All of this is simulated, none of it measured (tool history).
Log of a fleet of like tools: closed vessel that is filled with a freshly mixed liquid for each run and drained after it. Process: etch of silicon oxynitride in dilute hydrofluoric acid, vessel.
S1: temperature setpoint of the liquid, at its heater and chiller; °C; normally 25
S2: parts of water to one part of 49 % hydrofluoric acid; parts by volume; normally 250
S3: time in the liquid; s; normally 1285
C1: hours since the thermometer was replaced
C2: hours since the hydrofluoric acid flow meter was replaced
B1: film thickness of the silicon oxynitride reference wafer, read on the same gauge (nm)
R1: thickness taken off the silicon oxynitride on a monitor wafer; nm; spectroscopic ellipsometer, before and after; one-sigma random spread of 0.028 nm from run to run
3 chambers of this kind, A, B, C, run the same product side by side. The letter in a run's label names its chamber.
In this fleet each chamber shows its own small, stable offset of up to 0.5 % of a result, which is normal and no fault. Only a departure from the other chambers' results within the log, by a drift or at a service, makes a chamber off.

run 1C hour=9.9 | S1=25 S2=250 S3=1285 | C1=456.9 C2=455.1 | B1=80.005 | R1=8.0303
run 2B hour=16.2 | S1=25 S2=250 S3=1285 | C1=650.9 C2=1056.7 | B1=80.007 | R1=7.9843
run 3A hour=22.9 | S1=25 S2=250 S3=1285 | C1=1168.6 C2=209.8 | B1=80.013 | R1=7.9561
run 4C hour=31.4 | S1=25 S2=250 S3=1285 | C1=478.4 C2=476.6 | B1=80.008 | R1=8.0582
run 5A hour=36.9 | S1=25 S2=250 S3=1285 | C1=1182.6 C2=223.8 | B1=80.002 | R1=7.981
run 6B hour=42.5 | S1=25 S2=185 S3=1660 | C1=677.2 C2=1083 | B1=79.982 | R1=14.694
run 7A hour=47.9 | S1=25 S2=185 S3=1660 | C1=1193.6 C2=234.8 | B1=79.987 | R1=14.573
-- hour=51 chamber C: hydrofluoric acid flow meter replaced
run 8C hour=55.9 | S1=25 S2=185 S3=1660 | C1=502.9 C2=4.9 | B1=80.002 | R1=14.891
run 9B hour=66.6 | S1=25 S2=250 S3=1285 | C1=701.3 C2=1107.1 | B1=80.001 | R1=8.0089
run 10A hour=74.5 | S1=25 S2=250 S3=1285 | C1=1220.2 C2=261.4 | B1=79.99 | R1=8.006
run 11C hour=85 | S1=25 S2=250 S3=660 | C1=532 C2=34 | B1=79.995 | R1=4.1261
run 12B hour=95.6 | S1=25 S2=250 S3=660 | C1=730.3 C2=1136.1 | B1=80.005 | R1=4.0969
-- hour=96.9 chamber C: thermometer replaced
run 13C hour=100.3 | S1=25 S2=250 S3=660 | C1=3.5 C2=49.3 | B1=80.003 | R1=4.1378
run 14B hour=107.8 | S1=25 S2=250 S3=1285 | C1=742.5 C2=1148.3 | B1=80.005 | R1=7.956
run 15A hour=114.9 | S1=25 S2=250 S3=1285 | C1=1260.6 C2=301.8 | B1=80.008 | R1=8.07
run 16A hour=121.5 | S1=25 S2=250 S3=1285 | C1=1267.2 C2=308.4 | B1=79.995 | R1=8.0684
run 17B hour=132.2 | S1=25 S2=250 S3=1285 | C1=766.9 C2=1172.7 | B1=80.006 | R1=7.9586
run 18C hour=139.3 | S1=25 S2=250 S3=1285 | C1=42.5 C2=88.3 | B1=80.008 | R1=8.0442
run 19B hour=146.6 | S1=25 S2=250 S3=1285 | C1=781.3 C2=1187.1 | B1=80 | R1=7.9941
run 20A hour=156.1 | S1=25 S2=250 S3=1285 | C1=1301.8 C2=343 | B1=79.983 | R1=8.142
run 21C hour=163.1 | S1=25 S2=250 S3=1285 | C1=66.3 C2=112.1 | B1=79.997 | R1=8.0181
run 22B hour=171.4 | S1=25 S2=250 S3=1285 | C1=806.1 C2=1211.9 | B1=79.998 | R1=7.9547
run 23A hour=181.7 | S1=25 S2=250 S3=1285 | C1=1327.4 C2=368.6 | B1=79.993 | R1=8.0973
run 24C hour=187.1 | S1=25 S2=250 S3=1285 | C1=90.3 C2=136.1 | B1=80.017 | R1=8.059
run 25A hour=195 | S1=25 S2=250 S3=1285 | C1=1340.7 C2=381.9 | B1=80.001 | R1=8.1515
run 26C hour=199.8 | S1=25 S2=250 S3=1285 | C1=103 C2=148.8 | B1=80.008 | R1=8.022
run 27B hour=209.5 | S1=25 S2=250 S3=1285 | C1=844.2 C2=1250 | B1=80.004 | R1=7.9921
run 28C hour=215.6 | S1=25 S2=250 S3=1285 | C1=118.8 C2=164.6 | B1=80.008 | R1=8.0544
run 29B hour=222.4 | S1=25 S2=250 S3=1285 | C1=857.1 C2=1262.9 | B1=80.003 | R1=7.9239
run 30A hour=232 | S1=25 S2=250 S3=1285 | C1=1377.7 C2=418.9 | B1=80.002 | R1=8.1373
run 31A hour=237.6 | S1=25 S2=250 S3=1285 | C1=1383.3 C2=424.5 | B1=80.002 | R1=8.2021
run 32B hour=246.5 | S1=25 S2=250 S3=1285 | C1=881.2 C2=1287 | B1=80.002 | R1=7.964
run 33C hour=253.7 | S1=25 S2=250 S3=1285 | C1=156.9 C2=202.7 | B1=80.021 | R1=8.0868
run 34C hour=260.3 | S1=25 S2=250 S3=1285 | C1=163.5 C2=209.3 | B1=80.013 | R1=8.0402
run 35B hour=269.9 | S1=25 S2=250 S3=1285 | C1=904.6 C2=1310.4 | B1=79.996 | R1=7.9541
run 36A hour=275.8 | S1=25 S2=250 S3=1285 | C1=1421.5 C2=462.7 | B1=80.021 | R1=8.2391
run 37C hour=285.6 | S1=25 S2=250 S3=1285 | C1=188.8 C2=234.6 | B1=80.01 | R1=8.0662

Next, every chamber runs the same settings. What will each give?
run 38A hour=293.4 | S1=25 S2=300 S3=1285 | R1=?
run 38B hour=293.4 | S1=25 S2=300 S3=1285 | R1=?
run 38C hour=293.4 | S1=25 S2=300 S3=1285 | R1=?

run=38A R1=6.6229
run=38B R1=6.4061
run=38C R1=6.4413

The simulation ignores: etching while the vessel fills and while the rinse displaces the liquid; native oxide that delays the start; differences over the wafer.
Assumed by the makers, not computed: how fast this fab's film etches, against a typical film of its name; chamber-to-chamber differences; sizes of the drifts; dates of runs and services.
